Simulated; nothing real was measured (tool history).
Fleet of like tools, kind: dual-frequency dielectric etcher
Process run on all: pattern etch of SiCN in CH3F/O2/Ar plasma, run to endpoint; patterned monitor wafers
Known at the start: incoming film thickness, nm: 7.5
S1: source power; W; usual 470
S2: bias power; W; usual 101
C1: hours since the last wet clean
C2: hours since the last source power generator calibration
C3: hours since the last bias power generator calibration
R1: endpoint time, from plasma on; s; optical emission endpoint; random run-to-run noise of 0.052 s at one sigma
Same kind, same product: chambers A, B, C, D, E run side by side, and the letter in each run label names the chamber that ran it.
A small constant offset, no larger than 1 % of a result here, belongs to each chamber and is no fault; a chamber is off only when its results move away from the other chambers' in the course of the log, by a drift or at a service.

run	day	S1	S2	C1	C2	C3	R1
1B	0.500	470	101	229.0	1718.9	633.6	16.530
2E	0.975	470	101	606.3	1045.1	2998.8	16.536
3A	1.254	470	101	491.9	2698.4	1962.3	16.715
4D	1.592	470	101	238.2	505.4	2267.1	16.503
5C	1.962	470	101	93.5	1250.2	2943.1	16.435
6E	2.354	470	101	639.4	1078.2	3031.9	16.490
# day 2.617: chamber E: wet clean of the chamber
7B	2.629	470	101	280.1	1770.0	684.7	16.601
# day 2.983: chamber A: wet clean of the chamber
8D	3.088	470	101	274.1	541.3	2303.0	16.597
9A	3.350	470	101	8.9	2748.7	2012.6	16.819
10C	3.788	470	101	137.3	1294.0	2986.9	16.482
11B	4.183	470	101	317.4	1807.3	722.0	16.592
12A	4.642	470	101	39.9	2779.7	2043.6	16.707
13D	4.921	470	101	318.1	585.3	2347.0	16.534
14C	5.329	470	101	174.3	1331.0	3023.9	16.516
15E	5.788	470	101	76.2	1160.6	3114.3	16.557
16B	6.108	470	101	363.6	1853.5	768.2	16.495
17C	6.500	560	101	202.4	1359.1	3052.0	15.500
18A	6.904	560	101	94.2	2834.0	2097.9	15.622
# day 7.250: chamber D: wet clean of the chamber
19E	7.292	560	101	112.3	1196.7	3150.4	15.389
20D	7.696	560	101	10.7	651.9	2413.6	15.462
21B	7.925	560	101	407.2	1897.1	811.8	15.546
22E	8.250	360	116	135.3	1219.7	3173.4	17.297
23C	8.650	360	116	254.0	1410.7	3103.6	17.235
24A	8.875	360	116	141.5	2881.3	2145.2	17.493
# day 8.946: chamber C: bias power generator calibrated
25D	9.283	360	116	48.8	690.0	2451.7	17.315
26E	9.771	360	116	171.8	1256.2	3209.9	17.242
27B	10.162	470	101	460.9	1950.8	865.5	16.581
28A	10.383	470	101	177.7	2917.5	2181.4	16.750
29D	10.746	470	101	83.9	725.1	2486.8	16.566
30C	11.058	470	101	311.8	1468.5	50.8	16.511
31C	11.450	470	101	321.2	1477.9	60.2	16.514
32E	11.792	470	101	220.3	1304.7	3258.4	16.565
33A	12.112	470	101	219.2	2959.0	2222.9	16.778

Does one chamber stand apart from the rest, does the shared gauge drift, or is all well apart from small per-chamber offsets? Give the chamber and the most likely cause, where there is one.

The fleet is healthy, with each chamber sitting at its usual small offset and no drift in the gauge.

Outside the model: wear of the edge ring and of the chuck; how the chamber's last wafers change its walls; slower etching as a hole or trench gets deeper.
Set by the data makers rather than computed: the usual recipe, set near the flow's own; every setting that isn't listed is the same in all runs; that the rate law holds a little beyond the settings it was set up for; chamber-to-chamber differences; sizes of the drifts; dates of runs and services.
